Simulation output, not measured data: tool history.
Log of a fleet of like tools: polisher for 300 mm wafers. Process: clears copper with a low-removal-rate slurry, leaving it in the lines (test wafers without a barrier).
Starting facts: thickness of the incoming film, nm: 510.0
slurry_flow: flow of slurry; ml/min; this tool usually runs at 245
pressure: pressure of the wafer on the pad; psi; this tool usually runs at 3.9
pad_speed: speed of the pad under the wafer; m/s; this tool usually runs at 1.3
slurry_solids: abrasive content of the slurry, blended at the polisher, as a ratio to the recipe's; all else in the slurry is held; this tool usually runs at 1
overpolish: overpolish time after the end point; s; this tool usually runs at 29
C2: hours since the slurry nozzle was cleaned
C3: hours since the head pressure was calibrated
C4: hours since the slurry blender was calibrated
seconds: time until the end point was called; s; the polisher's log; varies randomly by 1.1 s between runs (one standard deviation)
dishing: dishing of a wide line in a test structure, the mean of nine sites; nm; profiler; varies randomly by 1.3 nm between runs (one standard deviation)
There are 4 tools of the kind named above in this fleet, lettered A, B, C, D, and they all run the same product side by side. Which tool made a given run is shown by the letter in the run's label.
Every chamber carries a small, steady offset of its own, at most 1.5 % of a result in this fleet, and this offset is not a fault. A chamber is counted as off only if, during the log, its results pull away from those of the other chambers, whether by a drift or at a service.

Run 1C, hour 8.4: usual settings; wafers polished on this pad 52; C2 182.7; C3 1566.8; C4 361.6. Result: seconds 86.998 s, dishing 98.331 nm.
At hour 15: chamber C: head pressure recalibrated.
At hour 18.8: chamber D: worn pad replaced by a new one.
Run 2B, hour 22.5: usual settings; wafers polished on this pad 138; C2 77; C3 317.6; C4 398.8. Result: seconds 87.653 s, dishing 96.928 nm.
At hour 29.2: chamber A: worn pad replaced by a new one.
Run 3D, hour 31.6: usual settings; wafers polished on this pad 71; C2 145.8; C3 579.5; C4 98.7. Result: seconds 86.865 s, dishing 98.904 nm.
Run 4A, hour 39.2: usual settings; wafers polished on this pad 56; C2 64; C3 62.9; C4 88.1. Result: seconds 88.189 s, dishing 96.88 nm.
Run 5B, hour 53.2: usual settings; wafers polished on this pad 309; C2 107.7; C3 348.3; C4 429.5. Result: seconds 87.15 s, dishing 96.615 nm.
Run 6A, hour 65: usual settings; wafers polished on this pad 200; C2 89.8; C3 88.7; C4 113.9. Result: seconds 86.441 s, dishing 101.01 nm.
Run 7D, hour 75.3: usual settings; wafers polished on this pad 315; C2 189.5; C3 623.2; C4 142.4. Result: seconds 84.835 s, dishing 100.86 nm.
Run 8C, hour 86.2: usual settings; wafers polished on this pad 486; C2 260.5; C3 71.3; C4 439.4. Result: seconds 87.134 s, dishing 98.453 nm.
At hour 94.1: chamber C: slurry blender recalibrated.
Run 9D, hour 95.7: usual settings; wafers polished on this pad 429; C2 209.9; C3 643.6; C4 162.8. Result: seconds 84.31 s, dishing 97.651 nm.
At hour 97.6: chamber C: worn pad replaced by a new one.
Run 10B, hour 107.1: usual settings; wafers polished on this pad 610; C2 161.6; C3 402.2; C4 483.4. Result: seconds 86.835 s, dishing 99.074 nm.
At hour 111.6: chamber B: slurry blender recalibrated.
Run 11C, hour 113.9: usual settings; wafers polished on this pad 91; C2 288.2; C3 99; C4 19.9. Result: seconds 86.174 s, dishing 100.48 nm.
At hour 122.5: chamber D: head pressure recalibrated.
Run 12A, hour 123.6: usual settings; wafers polished on this pad 527; C2 148.4; C3 147.3; C4 172.5. Result: seconds 85.484 s, dishing 100.57 nm.
Run 13D, hour 130.9: usual settings but pad_speed 1.02 m/s; wafers polished on this pad 626; C2 245.1; C3 8.4; C4 198. Result: seconds 108.11 s, dishing 83.034 nm.
At hour 138: chamber D: slurry blender recalibrated.
Run 14B, hour 141: usual settings but pad_speed 1.02 m/s; wafers polished on this pad 799; C2 195.5; C3 436.1; C4 29.5. Result: seconds 108.78 s, dishing 82.932 nm.
At hour 141.2: chamber B: worn pad replaced by a new one.
At hour 147.9: chamber A: worn pad replaced by a new one.
Run 15A, hour 153.5: usual settings but pad_speed 1.02 m/s; wafers polished on this pad 31; C2 178.3; C3 177.2; C4 202.4. Result: seconds 109.9 s, dishing 83.278 nm.
Run 16C, hour 161: usual settings but pad_speed 1.02 m/s; wafers polished on this pad 354; C2 335.3; C3 146.1; C4 67. Result: seconds 107.84 s, dishing 82.207 nm.
Run 17D, hour 168: usual settings; wafers polished on this pad 833; C2 282.2; C3 45.5; C4 30.1. Result: seconds 86.658 s, dishing 97.626 nm.
Run 18A, hour 182.7: usual settings; wafers polished on this pad 194; C2 207.5; C3 206.4; C4 231.6. Result: seconds 85.216 s, dishing 99.13 nm.
At hour 187.7: chamber B: slurry nozzle cleaned.
At hour 190.4: chamber C: worn pad replaced by a new one.
Run 19B, hour 192.1: usual settings; wafers polished on this pad 284; C2 4.4; C3 487.2; C4 80.6. Result: seconds 86.393 s, dishing 97.418 nm.
At hour 199.8: chamber A: slurry nozzle cleaned.
Run 20C, hour 203.2: usual settings but slurry_flow 190 ml/min, overpolish 21 s; wafers polished on this pad 72; C2 377.5; C3 188.3; C4 109.2. Result: seconds 90.075 s, dishing 77.324 nm.
Run 21C, hour 215.6: usual settings but slurry_flow 190 ml/min, overpolish 21 s; wafers polished on this pad 141; C2 389.9; C3 200.7; C4 121.6. Result: seconds 87.178 s, dishing 77.503 nm.
At hour 225: chamber D: worn pad replaced by a new one.
Run 22B, hour 225: usual settings but slurry_flow 190 ml/min, overpolish 21 s; wafers polished on this pad 468; C2 37.3; C3 520.1; C4 113.5. Result: seconds 86.587 s, dishing 75.765 nm.
Run 23D, hour 237.7: usual settings but slurry_flow 190 ml/min, overpolish 21 s; wafers polished on this pad 71; C2 351.9; C3 115.2; C4 99.8. Result: seconds 88.813 s, dishing 76.354 nm.
Run 24A, hour 252.2: usual settings; wafers polished on this pad 582; C2 52.5; C3 275.9; C4 301.1. Result: seconds 87.389 s, dishing 98.174 nm.
At hour 254.5: chamber A: slurry blender recalibrated.
At hour 258.2: chamber A: worn pad replaced by a new one.
Run 25C, hour 259.4: usual settings; wafers polished on this pad 385; C2 433.7; C3 244.5; C4 165.4. Result: seconds 85.42 s, dishing 100.49 nm.
Run 26B, hour 273.8: usual settings; wafers polished on this pad 740; C2 86.1; C3 568.9; C4 162.3. Result: seconds 85.225 s, dishing 96.593 nm.
At hour 274.2: chamber B: worn pad replaced by a new one.
At hour 278.4: chamber C: worn pad replaced by a new one.
Run 27A, hour 284.7: usual settings; wafers polished on this pad 148; C2 85; C3 308.4; C4 30.3. Result: seconds 84.726 s, dishing 99.901 nm.
Run 28D, hour 292.6: usual settings; wafers polished on this pad 377; C2 406.8; C3 170.1; C4 154.7. Result: seconds 85.863 s, dishing 99.778 nm.
Run 29C, hour 300.5: usual settings; wafers polished on this pad 123; C2 474.8; C3 285.6; C4 206.5. Result: seconds 85.734 s, dishing 103.43 nm.
Run 30A, hour 315.3: usual settings; wafers polished on this pad 319; C2 115.6; C3 339; C4 60.9. Result: seconds 87.538 s, dishing 97.876 nm.
Run 31D, hour 327.7: usual settings; wafers polished on this pad 573; C2 441.9; C3 205.2; C4 189.8. Result: seconds 84.61 s, dishing 96.444 nm.
At hour 338.8: chamber D: slurry nozzle cleaned.
Run 32B, hour 340.3: usual settings; wafers polished on this pad 369; C2 152.6; C3 635.4; C4 228.8. Result: seconds 84.921 s, dishing 98.678 nm.
Run 33C, hour 348: usual settings; wafers polished on this pad 388; C2 522.3; C3 333.1; C4 254. Result: seconds 85.231 s, dishing 100.32 nm.
Run 34B, hour 354.4: usual settings; wafers polished on this pad 448; C2 166.7; C3 649.5; C4 242.9. Result: seconds 86.273 s, dishing 98.476 nm.
At hour 355.2: chamber D: slurry blender recalibrated.
Run 35D, hour 361.2: usual settings; wafers polished on this pad 760; C2 22.4; C3 238.7; C4 6.1. Result: seconds 85.37 s, dishing 99.093 nm.
Run 36A, hour 372.5: usual settings; wafers polished on this pad 638; C2 172.8; C3 396.2; C4 118.1. Result: seconds 84.886 s, dishing 99.914 nm.
Run 37A, hour 379.3: usual settings; wafers polished on this pad 676; C2 179.6; C3 403; C4 124.9. Result: seconds 86.433 s, dishing 100.38 nm.

Is one chamber off against the others, does the gauge drift, or is nothing wrong? If a chamber is off, say which, and what the likeliest cause is.

Neither any chamber nor the gauge drifts; the chambers differ only by their own small, steady offsets.
